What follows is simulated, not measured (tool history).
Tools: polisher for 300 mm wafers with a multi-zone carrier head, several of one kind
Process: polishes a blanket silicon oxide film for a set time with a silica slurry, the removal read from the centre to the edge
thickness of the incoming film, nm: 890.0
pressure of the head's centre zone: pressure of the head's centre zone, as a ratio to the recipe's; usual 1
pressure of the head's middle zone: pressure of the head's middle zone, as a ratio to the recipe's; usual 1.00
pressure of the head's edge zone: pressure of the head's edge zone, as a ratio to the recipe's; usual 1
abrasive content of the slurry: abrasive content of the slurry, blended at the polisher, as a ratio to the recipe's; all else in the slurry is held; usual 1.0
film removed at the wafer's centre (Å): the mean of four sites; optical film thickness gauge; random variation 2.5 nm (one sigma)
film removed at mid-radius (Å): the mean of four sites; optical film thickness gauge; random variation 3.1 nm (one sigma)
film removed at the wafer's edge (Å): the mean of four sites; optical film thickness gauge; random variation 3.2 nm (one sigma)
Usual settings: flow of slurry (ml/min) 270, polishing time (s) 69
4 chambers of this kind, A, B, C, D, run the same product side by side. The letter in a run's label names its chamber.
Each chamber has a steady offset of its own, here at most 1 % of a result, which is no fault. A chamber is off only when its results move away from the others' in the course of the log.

| run | hour | flow of slurry (ml/min) | pressure of the head's centre zone | pressure of the head's middle zone | pressure of the head's edge zone | abrasive content of the slurry | polishing time (s) | film removed at the wafer's centre (Å) | film removed at mid-radius (Å) | film removed at the wafer's edge (Å) |
|---|---|---|---|---|---|---|---|---|---|---|
| 1D | 3.0 | 270 | 1 | 1.00 | 1 | 1.0 | 69 | 2337.6 | 2340.3 | 2357.0 |
|  | 4.8 | chamber C: worn pad replaced by a new one |
| 2C | 6.0 | 270 | 1 | 1.00 | 1 | 1.0 | 69 | 2382.0 | 2341.8 | 2375.2 |
| 3B | 8.7 | 270 | 1 | 1.00 | 1 | 1.0 | 69 | 2318.4 | 2322.8 | 2345.9 |
| 4A | 13.1 | 270 | 1 | 1.00 | 1 | 1.0 | 69 | 2332.0 | 2371.8 | 2382.9 |
| 5C | 15.0 | 270 | 1 | 1.00 | 1 | 1.0 | 69 | 2331.4 | 2300.2 | 2382.8 |
| 6D | 17.2 | 270 | 1 | 1.00 | 1 | 1.0 | 69 | 2326.1 | 2371.3 | 2350.6 |
| 7B | 21.1 | 270 | 1 | 1.00 | 1 | 1.0 | 69 | 2304.6 | 2313.9 | 2360.5 |
| 8A | 23.6 | 270 | 1 | 1.00 | 1 | 0.8 | 60 | 1849.2 | 1824.4 | 1858.6 |
| 9D | 26.8 | 270 | 1 | 1.00 | 1 | 0.8 | 60 | 1832.1 | 1863.4 | 1851.7 |
| 10B | 30.5 | 270 | 1 | 1.00 | 1 | 0.8 | 60 | 1840.9 | 1844.2 | 1864.1 |
| 11A | 34.8 | 270 | 1 | 1.00 | 1 | 0.8 | 60 | 1855.6 | 1810.1 | 1820.9 |
| 12C | 37.3 | 270 | 1 | 0.94 | 1 | 0.9 | 69 | 2223.6 | 2101.8 | 2283.1 |
| 13C | 40.7 | 270 | 1 | 0.94 | 1 | 0.9 | 69 | 2254.9 | 2121.9 | 2288.7 |
| 14B | 42.8 | 270 | 1 | 0.94 | 1 | 0.9 | 69 | 2211.4 | 2103.6 | 2290.7 |
| 15A | 45.5 | 270 | 1 | 0.94 | 1 | 0.9 | 69 | 2186.1 | 2063.7 | 2202.9 |
| 16D | 48.0 | 270 | 1 | 1.00 | 1 | 1.0 | 69 | 2333.9 | 2346.9 | 2363.2 |
|  | 50.5 | chamber C: worn pad replaced by a new one |
| 17D | 51.6 | 270 | 1 | 1.00 | 1 | 1.0 | 69 | 2349.8 | 2401.0 | 2325.1 |
|  | 52.7 | chamber B: worn pad replaced by a new one |
| 18A | 54.1 | 270 | 1 | 1.00 | 1 | 1.0 | 69 | 2274.8 | 2246.1 | 2249.4 |
|  | 57.3 | chamber D: worn pad replaced by a new one |
| 19C | 58.3 | 270 | 1 | 1.00 | 1 | 1.0 | 69 | 2349.4 | 2367.5 | 2317.3 |
| 20B | 61.3 | 270 | 1 | 1.00 | 1 | 1.0 | 84 | 2895.0 | 2868.5 | 2848.8 |
| 21C | 65.1 | 270 | 1 | 1.00 | 1 | 1.0 | 84 | 2874.2 | 2814.3 | 2801.0 |
| 22A | 69.0 | 270 | 1 | 1.00 | 1 | 1.0 | 84 | 2662.0 | 2682.6 | 2692.7 |
| 23D | 72.3 | 270 | 1 | 1.00 | 1 | 1.0 | 84 | 2861.9 | 2903.3 | 2856.6 |
| 24B | 74.7 | 270 | 1 | 1.00 | 1 | 1.0 | 69 | 2376.0 | 2332.0 | 2375.7 |
| 25C | 77.0 | 270 | 1 | 1.00 | 1 | 1.0 | 69 | 2329.5 | 2410.3 | 2301.2 |
| 26D | 80.4 | 270 | 1 | 1.00 | 1 | 1.0 | 69 | 2356.5 | 2365.7 | 2365.4 |
|  | 81.2 | chamber B: slurry nozzle cleaned |
| 27B | 84.1 | 270 | 1 | 1.00 | 1 | 1.0 | 69 | 2343.2 | 2366.2 | 2315.5 |
| 28A | 86.6 | 270 | 1 | 1.00 | 1 | 1.0 | 69 | 2131.3 | 2119.9 | 2115.1 |
| 29A | 90.3 | 270 | 1 | 1.00 | 1 | 1.0 | 69 | 2113.3 | 2158.0 | 2081.7 |

What goes on in this fleet: one chamber off, a drifting gauge, or nothing beyond the chambers' own small offsets? Name the chamber and the cause, if any.

Chamber A drifts away from the others.
Cause: removal rate lost through wear of the pad, % = 10.7.

Here are 4 candidates for chamber A's next run, each the usual settings with a change, their results left as question marks. Which one brings its results back in line with what the others give on the usual settings?
In line means no further than this from the other chambers' mean on the usual settings: film removed at the wafer's centre (Å) 86.0; film removed at mid-radius (Å) 110.0; film removed at the wafer's edge (Å) 110.0
| 30A-1 | 93.4 | 270 | 1 | 1.00 | 1 | 1.00 | 67 | ? | ? | ? |
| 30A-2 | 93.4 | 270 | 1 | 1.00 | 1 | 1.00 | 72 | ? | ? | ? |
| 30A-3 | 93.4 | 270 | 1 | 1.00 | 1 | 0.95 | 63 | ? | ? | ? |
| 30A-4 | 93.4 | 270 | 1 | 1.00 | 1 | 1.05 | 75 | ? | ? | ? |

The other chambers' mean on the usual settings: film removed at the wafer's centre (Å) 2343.2; film removed at mid-radius (Å) 2350.1; film removed at the wafer's edge (Å) 2354.0
| run | film removed at the wafer's centre (Å) | film removed at mid-radius (Å) | film removed at the wafer's edge (Å) |
|---|---|---|---|
| 30A-1 | 2025.1 | 2064.7 | 2032.0 |
| 30A-2 | 2176.2 | 2218.8 | 2183.6 |
| 30A-3 | 1860.8 | 1897.2 | 1867.1 |
| 30A-4 | 2315.9 | 2361.2 | 2323.8 |
30A-4 brings the chamber back in line.

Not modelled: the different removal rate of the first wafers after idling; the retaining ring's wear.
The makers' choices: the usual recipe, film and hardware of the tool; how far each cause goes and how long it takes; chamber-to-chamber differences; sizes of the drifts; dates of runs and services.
